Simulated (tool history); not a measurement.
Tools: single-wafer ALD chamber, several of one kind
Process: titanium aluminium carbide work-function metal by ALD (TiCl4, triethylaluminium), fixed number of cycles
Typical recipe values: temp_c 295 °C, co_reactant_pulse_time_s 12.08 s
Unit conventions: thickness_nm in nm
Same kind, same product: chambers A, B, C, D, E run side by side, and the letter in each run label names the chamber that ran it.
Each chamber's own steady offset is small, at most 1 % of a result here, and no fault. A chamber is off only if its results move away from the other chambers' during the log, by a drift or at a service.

run,day,temp_c,co_reactant_pulse_time_s,hours since the last thermocouple change,hours since the last triethylaluminium bottle change,"read-back reference wafer on the same gauge, thickness_nm",thickness_nm
1A,0.617,295,12.08,375.5,283.5,1.8507,1.9956
2C,0.946,295,12.08,783.0,371.5,1.8506,2.0065
3B,1.538,295,12.08,1629.3,736.6,1.8512,1.9737
4D,2.004,295,12.08,648.5,785.5,1.8510,1.9927
5E,2.412,295,12.08,487.9,433.7,1.8521,1.9935
6B,2.921,295,12.08,1662.5,769.8,1.8524,1.9804
7C,3.579,295,12.08,846.2,434.7,1.8526,2.0098
8D,4.008,295,12.08,696.6,833.6,1.8529,1.9941
9A,4.354,295,12.08,465.2,373.2,1.8531,1.9961
10E,4.742,295,12.08,543.8,489.6,1.8531,1.9876
11D,5.367,295,12.08,729.2,866.2,1.8540,1.9958
# day 5.550: chamber B: thermocouple changed; heater temperature recalibrated
12E,5.921,295,12.08,572.1,517.9,1.8534,1.9972
13C,6.450,295,12.08,915.1,503.6,1.8547,2.0100
14B,7.083,295,12.08,36.8,869.7,1.8549,1.9883
15A,7.521,295,12.08,541.2,449.2,1.8547,2.0079
16A,7.900,295,12.08,550.3,458.3,1.8551,2.0059
17C,8.488,295,12.08,964.0,552.5,1.8542,2.0162
18D,9.033,295,12.08,817.2,954.2,1.8555,1.9992
19E,9.662,295,12.08,661.9,607.7,1.8558,1.9946
20B,10.283,295,12.08,113.6,946.5,1.8562,1.9893
21B,10.679,295,12.08,123.1,956.0,1.8571,1.9891
22D,11.250,295,12.08,870.4,1007.4,1.8566,2.0013
23C,11.704,295,12.08,1041.2,629.7,1.8574,2.0151
24A,12.008,295,10.03,648.9,556.9,1.8578,1.9715
25E,12.408,295,10.03,727.8,673.6,1.8585,1.9631
26A,13.004,295,10.03,672.8,580.8,1.8581,1.9765
27D,13.483,295,10.03,924.0,1061.0,1.8584,1.9715
28E,13.812,295,10.03,761.5,707.3,1.8584,1.9636
29C,14.288,284,14.04,1103.2,691.7,1.8594,1.9385
30B,14.650,284,14.04,218.4,1051.3,1.8593,1.9077
31B,15.058,284,14.04,228.2,1061.1,1.8598,1.9086
32C,15.458,284,14.04,1131.3,719.8,1.8599,1.9357
33E,16.017,284,14.04,814.4,760.2,1.8601,1.9173
34D,16.379,295,12.08,993.5,1130.5,1.8612,2.0096
35A,16.933,295,8.65,767.1,675.1,1.8604,1.9371

Decide between three cases: one chamber stands off from its peers, the gauge reading all wafers drifts, or nothing is wrong past each chamber's small offset. Where a chamber is off, say which and what most likely put it there.

It is the gauge, not a chamber: its drift shows up in every chamber's results at once, and no chamber is off.
Cause: gauge reads high (%) = 0.594.

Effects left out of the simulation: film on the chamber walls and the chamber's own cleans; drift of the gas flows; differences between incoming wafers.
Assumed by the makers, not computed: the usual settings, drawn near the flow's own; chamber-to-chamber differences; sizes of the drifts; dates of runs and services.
